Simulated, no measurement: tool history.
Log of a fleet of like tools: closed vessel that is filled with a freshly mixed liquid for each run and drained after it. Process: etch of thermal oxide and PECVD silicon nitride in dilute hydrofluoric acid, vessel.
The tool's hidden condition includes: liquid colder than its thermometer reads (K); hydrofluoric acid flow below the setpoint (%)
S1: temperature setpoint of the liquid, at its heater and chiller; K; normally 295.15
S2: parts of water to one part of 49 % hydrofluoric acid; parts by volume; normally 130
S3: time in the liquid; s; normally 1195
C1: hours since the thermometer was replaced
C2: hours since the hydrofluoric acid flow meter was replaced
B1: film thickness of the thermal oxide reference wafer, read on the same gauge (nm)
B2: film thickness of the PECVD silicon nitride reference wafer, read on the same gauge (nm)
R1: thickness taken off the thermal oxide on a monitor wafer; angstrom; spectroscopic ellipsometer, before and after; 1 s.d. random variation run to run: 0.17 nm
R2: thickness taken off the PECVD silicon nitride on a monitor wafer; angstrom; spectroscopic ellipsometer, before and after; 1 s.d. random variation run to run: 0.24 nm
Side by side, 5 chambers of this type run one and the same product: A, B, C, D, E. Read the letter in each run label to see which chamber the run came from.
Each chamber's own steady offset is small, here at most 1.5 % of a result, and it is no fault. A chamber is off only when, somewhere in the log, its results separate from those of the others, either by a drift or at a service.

| run | hour | S1 | S2 | S3 | C1 | C2 | B1 | B2 | R1 | R2 |
|---|---|---|---|---|---|---|---|---|---|---|
| 1A | 14.1 | 295.15 | 130 | 1195 | 1769.4 | 587.2 | 100.000 | 50.003 | 388.54 | 401.61 |
| 2E | 29.2 | 295.15 | 130 | 1195 | 1359.7 | 1529.7 | 99.989 | 49.978 | 388.63 | 403.12 |
| 3B | 42.0 | 295.15 | 130 | 1195 | 1304.4 | 1209.5 | 99.993 | 49.998 | 387.50 | 401.99 |
| 4C | 52.8 | 295.15 | 130 | 1195 | 125.7 | 1064.9 | 99.989 | 50.032 | 391.79 | 400.71 |
| 5D | 66.8 | 295.15 | 130 | 1195 | 364.7 | 1109.5 | 100.000 | 49.978 | 382.01 | 403.09 |
| 6E | 81.4 | 295.15 | 130 | 1195 | 1411.9 | 1581.9 | 100.010 | 49.993 | 386.69 | 408.55 |
| 7D | 91.1 | 295.15 | 130 | 1195 | 389.0 | 1133.8 | 99.999 | 50.029 | 383.36 | 398.19 |
| 8C | 102.5 | 295.15 | 130 | 1195 | 175.4 | 1114.6 | 99.996 | 50.005 | 391.82 | 401.51 |
| 9A | 111.9 | 295.15 | 130 | 1195 | 1867.2 | 685.0 | 100.000 | 50.019 | 390.28 | 398.53 |
| 10B | 125.5 | 295.15 | 130 | 1195 | 1387.9 | 1293.0 | 100.000 | 49.994 | 384.06 | 403.09 |
| 11B | 140.4 | 295.15 | 130 | 1195 | 1402.8 | 1307.9 | 99.993 | 49.995 | 383.51 | 400.06 |
| 12D | 149.6 | 295.15 | 130 | 1195 | 447.5 | 1192.3 | 100.010 | 50.001 | 386.08 | 403.61 |
| 13A | 166.0 | 295.15 | 130 | 1195 | 1921.3 | 739.1 | 100.000 | 50.035 | 385.63 | 398.53 |
| 14E | 174.8 | 295.15 | 130 | 1195 | 1505.3 | 1675.3 | 99.988 | 50.019 | 389.22 | 404.11 |
| 15C | 187.5 | 295.15 | 130 | 1195 | 260.4 | 1199.6 | 99.992 | 50.008 | 392.89 | 405.46 |
| 16E | 200.3 | 295.15 | 130 | 1195 | 1530.8 | 1700.8 | 99.999 | 49.981 | 385.95 | 403.68 |
|  | 201.7 | chamber E: hydrofluoric acid flow meter replaced |
|  | 203.3 | chamber D: hydrofluoric acid flow meter replaced |
| 17B | 209.3 | 295.15 | 130 | 1195 | 1471.7 | 1376.8 | 100.010 | 49.976 | 389.77 | 398.71 |
| 18D | 222.4 | 295.15 | 130 | 1195 | 520.3 | 19.1 | 100.000 | 50.008 | 383.39 | 400.78 |
| 19A | 235.8 | 295.15 | 130 | 1195 | 1991.1 | 808.9 | 100.010 | 50.009 | 385.49 | 401.50 |
| 20C | 245.6 | 295.15 | 130 | 1195 | 318.5 | 1257.7 | 99.997 | 49.997 | 392.23 | 405.88 |
| 21B | 261.8 | 295.15 | 130 | 1610 | 1524.2 | 1429.3 | 99.986 | 50.012 | 517.58 | 542.72 |
| 22E | 274.2 | 295.15 | 130 | 1610 | 1604.7 | 72.5 | 99.990 | 50.002 | 523.10 | 543.41 |
| 23A | 281.7 | 295.15 | 130 | 1610 | 2037.0 | 854.8 | 99.988 | 49.994 | 520.88 | 542.95 |
| 24D | 289.7 | 295.15 | 130 | 1610 | 587.6 | 86.4 | 99.995 | 49.990 | 521.55 | 536.77 |
| 25C | 298.8 | 295.15 | 130 | 1610 | 371.7 | 1310.9 | 100.010 | 49.990 | 527.76 | 544.98 |
| 26E | 313.7 | 295.15 | 130 | 1195 | 1644.2 | 112.0 | 99.998 | 50.014 | 384.43 | 402.01 |
| 27A | 321.8 | 295.15 | 130 | 1195 | 2077.1 | 894.9 | 100.010 | 49.990 | 387.07 | 399.77 |
| 28B | 330.1 | 295.15 | 130 | 1195 | 1592.5 | 1497.6 | 100.010 | 49.995 | 389.25 | 405.45 |
| 29C | 339.5 | 295.15 | 130 | 1195 | 412.4 | 1351.6 | 99.993 | 49.980 | 390.15 | 403.84 |
| 30D | 352.4 | 295.15 | 130 | 1195 | 650.3 | 149.1 | 99.992 | 50.015 | 383.41 | 398.25 |
| 31B | 361.2 | 295.15 | 130 | 1195 | 1623.6 | 1528.7 | 100.010 | 49.964 | 385.94 | 403.72 |
| 32C | 370.0 | 295.15 | 130 | 1195 | 442.9 | 1382.1 | 100.000 | 49.968 | 390.50 | 405.82 |
| 33E | 378.8 | 295.15 | 130 | 1195 | 1709.3 | 177.1 | 100.020 | 49.989 | 389.94 | 402.23 |

Is one chamber off against the others, does the gauge drift, or is nothing wrong? If a chamber is off, say which, and what the likeliest cause is.

No chamber is off and the gauge is stable; the differences are just each chamber's small, constant offset.
